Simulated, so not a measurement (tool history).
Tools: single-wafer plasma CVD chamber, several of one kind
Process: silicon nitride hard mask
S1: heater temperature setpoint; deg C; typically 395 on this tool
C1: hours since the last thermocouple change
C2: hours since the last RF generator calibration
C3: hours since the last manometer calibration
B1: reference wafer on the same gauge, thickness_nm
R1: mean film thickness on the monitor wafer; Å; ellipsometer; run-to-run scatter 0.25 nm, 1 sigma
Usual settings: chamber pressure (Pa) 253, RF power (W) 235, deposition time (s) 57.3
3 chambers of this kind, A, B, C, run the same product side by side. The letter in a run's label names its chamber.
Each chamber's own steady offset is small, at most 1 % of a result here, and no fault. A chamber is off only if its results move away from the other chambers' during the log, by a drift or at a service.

{"hour": 0.9, "done": "chamber A: RF generator calibrated"}
{"run": "1B", "hour": 6.5, "S1": 395, "chamber pressure (Pa)": 253, "RF power (W)": 235, "deposition time (s)": 57.3, "C1": 1469.4, "C2": 91.8, "C3": 1354.3, "B1": 64.74, "R1": 584.18}
{"run": "2C", "hour": 19.4, "S1": 395, "chamber pressure (Pa)": 253, "RF power (W)": 235, "deposition time (s)": 57.3, "C1": 1137.4, "C2": 502.2, "C3": 1805.7, "B1": 64.691, "R1": 585.65}
{"run": "3A", "hour": 32.2, "S1": 395, "chamber pressure (Pa)": 253, "RF power (W)": 235, "deposition time (s)": 57.3, "C1": 1128.6, "C2": 31.4, "C3": 981.4, "B1": 64.765, "R1": 584.31}
{"run": "4B", "hour": 44.7, "S1": 395, "chamber pressure (Pa)": 253, "RF power (W)": 235, "deposition time (s)": 57.3, "C1": 1507.6, "C2": 130.0, "C3": 1392.5, "B1": 64.586, "R1": 580.0}
{"run": "5C", "hour": 56.0, "S1": 395, "chamber pressure (Pa)": 253, "RF power (W)": 235, "deposition time (s)": 57.3, "C1": 1174.0, "C2": 538.8, "C3": 1842.3, "B1": 64.696, "R1": 585.2}
{"run": "6A", "hour": 68.6, "S1": 395, "chamber pressure (Pa)": 253, "RF power (W)": 235, "deposition time (s)": 57.3, "C1": 1165.0, "C2": 67.8, "C3": 1017.8, "B1": 64.675, "R1": 584.46}
{"run": "7A", "hour": 75.3, "S1": 395, "chamber pressure (Pa)": 253, "RF power (W)": 235, "deposition time (s)": 57.3, "C1": 1171.7, "C2": 74.5, "C3": 1024.5, "B1": 64.669, "R1": 582.62}
{"run": "8C", "hour": 84.2, "S1": 395, "chamber pressure (Pa)": 253, "RF power (W)": 235, "deposition time (s)": 57.3, "C1": 1202.2, "C2": 567.0, "C3": 1870.5, "B1": 64.724, "R1": 583.56}
{"run": "9B", "hour": 91.1, "S1": 395, "chamber pressure (Pa)": 253, "RF power (W)": 235, "deposition time (s)": 57.3, "C1": 1554.0, "C2": 176.4, "C3": 1438.9, "B1": 64.752, "R1": 583.24}
{"run": "10B", "hour": 102.1, "S1": 395, "chamber pressure (Pa)": 253, "RF power (W)": 235, "deposition time (s)": 57.3, "C1": 1565.0, "C2": 187.4, "C3": 1449.9, "B1": 64.708, "R1": 580.85}
{"run": "11C", "hour": 114.2, "S1": 395, "chamber pressure (Pa)": 253, "RF power (W)": 235, "deposition time (s)": 57.3, "C1": 1232.2, "C2": 597.0, "C3": 1900.5, "B1": 64.744, "R1": 582.26}
{"hour": 120.0, "done": "chamber A: thermocouple changed; heater temperature recalibrated"}
{"run": "12A", "hour": 120.5, "S1": 395, "chamber pressure (Pa)": 253, "RF power (W)": 235, "deposition time (s)": 57.3, "C1": 0.6, "C2": 119.7, "C3": 1069.7, "B1": 64.724, "R1": 583.78}
{"run": "13C", "hour": 130.1, "S1": 395, "chamber pressure (Pa)": 253, "RF power (W)": 235, "deposition time (s)": 57.3, "C1": 1248.1, "C2": 612.9, "C3": 1916.4, "B1": 64.703, "R1": 580.67}
{"run": "14B", "hour": 140.7, "S1": 395, "chamber pressure (Pa)": 253, "RF power (W)": 235, "deposition time (s)": 57.3, "C1": 1603.6, "C2": 226.0, "C3": 1488.5, "B1": 64.661, "R1": 582.34}
{"run": "15A", "hour": 149.6, "S1": 395, "chamber pressure (Pa)": 253, "RF power (W)": 235, "deposition time (s)": 57.3, "C1": 29.7, "C2": 148.8, "C3": 1098.8, "B1": 64.72, "R1": 585.85}
{"run": "16A", "hour": 157.8, "S1": 395, "chamber pressure (Pa)": 253, "RF power (W)": 235, "deposition time (s)": 57.3, "C1": 37.9, "C2": 157.0, "C3": 1107.0, "B1": 64.697, "R1": 587.34}
{"hour": 160.5, "done": "chamber B: capacitance manometer re-zeroed and calibrated"}
{"run": "17B", "hour": 167.9, "S1": 395, "chamber pressure (Pa)": 253, "RF power (W)": 235, "deposition time (s)": 57.3, "C1": 1630.8, "C2": 253.2, "C3": 7.4, "B1": 64.577, "R1": 582.05}
{"run": "18C", "hour": 177.5, "S1": 395, "chamber pressure (Pa)": 253, "RF power (W)": 235, "deposition time (s)": 57.3, "C1": 1295.5, "C2": 660.3, "C3": 1963.8, "B1": 64.719, "R1": 578.99}
{"run": "19B", "hour": 190.7, "S1": 395, "chamber pressure (Pa)": 253, "RF power (W)": 235, "deposition time (s)": 57.3, "C1": 1653.6, "C2": 276.0, "C3": 30.2, "B1": 64.707, "R1": 581.46}
{"run": "20C", "hour": 198.0, "S1": 395, "chamber pressure (Pa)": 253, "RF power (W)": 235, "deposition time (s)": 57.3, "C1": 1316.0, "C2": 680.8, "C3": 1984.3, "B1": 64.69, "R1": 578.27}
{"run": "21A", "hour": 206.4, "S1": 395, "chamber pressure (Pa)": 253, "RF power (W)": 235, "deposition time (s)": 57.3, "C1": 86.5, "C2": 205.6, "C3": 1155.6, "B1": 64.733, "R1": 583.08}
{"run": "22B", "hour": 212.9, "S1": 395, "chamber pressure (Pa)": 253, "RF power (W)": 235, "deposition time (s)": 57.3, "C1": 1675.8, "C2": 298.2, "C3": 52.4, "B1": 64.693, "R1": 585.13}
{"run": "23C", "hour": 226.6, "S1": 395, "chamber pressure (Pa)": 253, "RF power (W)": 235, "deposition time (s)": 57.3, "C1": 1344.6, "C2": 709.4, "C3": 2012.9, "B1": 64.69, "R1": 571.42}
{"run": "24A", "hour": 234.6, "S1": 383, "chamber pressure (Pa)": 253, "RF power (W)": 215, "deposition time (s)": 57.3, "C1": 114.7, "C2": 233.8, "C3": 1183.8, "B1": 64.736, "R1": 549.1}
{"hour": 240.4, "done": "chamber C: thermocouple changed; heater temperature recalibrated"}
{"run": "25B", "hour": 242.6, "S1": 383, "chamber pressure (Pa)": 253, "RF power (W)": 215, "deposition time (s)": 57.3, "C1": 1705.5, "C2": 327.9, "C3": 82.1, "B1": 64.693, "R1": 549.42}
{"run": "26A", "hour": 253.4, "S1": 383, "chamber pressure (Pa)": 253, "RF power (W)": 215, "deposition time (s)": 57.3, "C1": 133.5, "C2": 252.6, "C3": 1202.6, "B1": 64.787, "R1": 547.01}
{"run": "27C", "hour": 266.2, "S1": 395, "chamber pressure (Pa)": 253, "RF power (W)": 235, "deposition time (s)": 57.3, "C1": 25.8, "C2": 749.0, "C3": 2052.5, "B1": 64.637, "R1": 571.59}
{"run": "28A", "hour": 278.0, "S1": 395, "chamber pressure (Pa)": 253, "RF power (W)": 235, "deposition time (s)": 57.3, "C1": 158.1, "C2": 277.2, "C3": 1227.2, "B1": 64.744, "R1": 584.08}
{"run": "29B", "hour": 285.6, "S1": 395, "chamber pressure (Pa)": 253, "RF power (W)": 235, "deposition time (s)": 57.3, "C1": 1748.5, "C2": 370.9, "C3": 125.1, "B1": 64.679, "R1": 584.83}
{"run": "30C", "hour": 295.2, "S1": 395, "chamber pressure (Pa)": 253, "RF power (W)": 215, "deposition time (s)": 51.4, "C1": 54.8, "C2": 778.0, "C3": 2081.5, "B1": 64.766, "R1": 473.1}
{"run": "31C", "hour": 305.4, "S1": 395, "chamber pressure (Pa)": 253, "RF power (W)": 215, "deposition time (s)": 51.4, "C1": 65.0, "C2": 788.2, "C3": 2091.7, "B1": 64.655, "R1": 479.23}
{"run": "32B", "hour": 311.8, "S1": 395, "chamber pressure (Pa)": 253, "RF power (W)": 215, "deposition time (s)": 51.4, "C1": 1774.7, "C2": 397.1, "C3": 151.3, "B1": 64.754, "R1": 486.53}
{"run": "33A", "hour": 325.1, "S1": 395, "chamber pressure (Pa)": 253, "RF power (W)": 235, "deposition time (s)": 57.3, "C1": 205.2, "C2": 324.3, "C3": 1274.3, "B1": 64.654, "R1": 585.99}
{"run": "34A", "hour": 337.8, "S1": 395, "chamber pressure (Pa)": 253, "RF power (W)": 235, "deposition time (s)": 57.3, "C1": 217.9, "C2": 337.0, "C3": 1287.0, "B1": 64.758, "R1": 582.17}
{"run": "35C", "hour": 347.7, "S1": 395, "chamber pressure (Pa)": 253, "RF power (W)": 235, "deposition time (s)": 57.3, "C1": 107.3, "C2": 830.5, "C3": 2134.0, "B1": 64.695, "R1": 560.11}
{"run": "36B", "hour": 361.4, "S1": 395, "chamber pressure (Pa)": 253, "RF power (W)": 235, "deposition time (s)": 57.3, "C1": 1824.3, "C2": 446.7, "C3": 200.9, "B1": 64.718, "R1": 582.98}
{"run": "37A", "hour": 373.3, "S1": 395, "chamber pressure (Pa)": 253, "RF power (W)": 235, "deposition time (s)": 57.3, "C1": 253.4, "C2": 372.5, "C3": 1322.5, "B1": 64.736, "R1": 585.35}
{"run": "38B", "hour": 386.5, "S1": 395, "chamber pressure (Pa)": 253, "RF power (W)": 235, "deposition time (s)": 57.3, "C1": 1849.4, "C2": 471.8, "C3": 226.0, "B1": 64.726, "R1": 580.96}

The same settings go to every chamber for the next run, one line per chamber below. Forecast the results for each:
{"run": "39A", "hour": 396.7, "S1": 395, "chamber pressure (Pa)": 315, "RF power (W)": 235, "deposition time (s)": 57.3, "R1": "?"}
{"run": "39B", "hour": 396.7, "S1": 395, "chamber pressure (Pa)": 315, "RF power (W)": 235, "deposition time (s)": 57.3, "R1": "?"}
{"run": "39C", "hour": 396.7, "S1": 395, "chamber pressure (Pa)": 315, "RF power (W)": 235, "deposition time (s)": 57.3, "R1": "?"}

run=39A R1=612.42
run=39B R1=614.23
run=39C R1=584.56
